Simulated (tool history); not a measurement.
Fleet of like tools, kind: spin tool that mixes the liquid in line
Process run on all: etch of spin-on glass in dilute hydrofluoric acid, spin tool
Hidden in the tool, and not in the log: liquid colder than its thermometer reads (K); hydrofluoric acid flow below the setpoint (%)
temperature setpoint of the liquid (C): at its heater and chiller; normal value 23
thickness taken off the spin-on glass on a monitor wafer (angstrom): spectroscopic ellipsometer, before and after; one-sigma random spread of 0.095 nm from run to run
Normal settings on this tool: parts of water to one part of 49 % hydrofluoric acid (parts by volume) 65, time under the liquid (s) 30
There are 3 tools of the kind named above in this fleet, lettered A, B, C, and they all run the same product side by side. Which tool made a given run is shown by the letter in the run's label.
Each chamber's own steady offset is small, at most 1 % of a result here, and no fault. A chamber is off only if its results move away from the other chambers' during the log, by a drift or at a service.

run	day	temperature setpoint of the liquid (C)	parts of water to one part of 49 % hydrofluoric acid (parts by volume)	time under the liquid (s)	hours since the thermometer was replaced	hours since the hydrofluoric acid flow meter was replaced	read-back film thickness of the spin-on glass reference wafer, read on the same gauge (nm)	thickness taken off the spin-on glass on a monitor wafer (angstrom)
1A	0.192	23	65	30	194.4	196.5	119.98	202.43
2B	0.458	23	65	30	48.9	556.0	120.01	204.09
3C	0.696	23	65	30	412.9	313.9	120.01	202.40
4B	0.933	23	65	30	60.3	567.4	119.94	201.19
5A	1.304	23	65	20	221.1	223.2	119.97	133.73
6C	1.667	23	65	20	436.2	337.2	120.05	134.77
7C	2.008	23	65	20	444.4	345.4	120.02	134.59
8B	2.196	23	65	30	90.6	597.7	119.96	201.64
9A	2.375	23	65	30	246.8	248.9	120.01	198.89
10C	2.688	23	65	30	460.7	361.7	120.02	201.16
11A	3.042	23	65	30	262.8	264.9	120.01	198.29
12B	3.212	23	65	30	115.0	622.1	119.99	203.48
13B	3.550	23	65	30	123.1	630.2	119.98	202.73
14C	3.821	23	65	30	487.9	388.9	120.01	201.67
15A	4.171	23	65	30	289.9	292.0	120.01	197.14
16C	4.504	23	65	30	504.3	405.3	120.02	202.76
17A	4.721	23	90	50	303.1	305.2	120.02	227.59
18B	4.904	23	90	50	155.6	662.7	120.04	235.66
19B	5.125	23	90	50	160.9	668.0	120.03	236.82
20A	5.450	23	65	30	320.6	322.7	120.00	193.97
21C	5.704	23	65	30	533.1	434.1	119.99	201.91
22C	5.883	23	65	30	537.4	438.4	119.96	204.08
23B	6.125	23	65	30	184.9	692.0	120.00	203.31

Next, all 3 chambers run the settings below, one line each with question marks for the results. What does each chamber give?
24A	6.400	23	65	30				?
24B	6.400	23	65	30				?
24C	6.400	23	65	30				?

run	thickness taken off the spin-on glass on a monitor wafer (angstrom)
24A	191.10
24B	202.76
24C	201.55
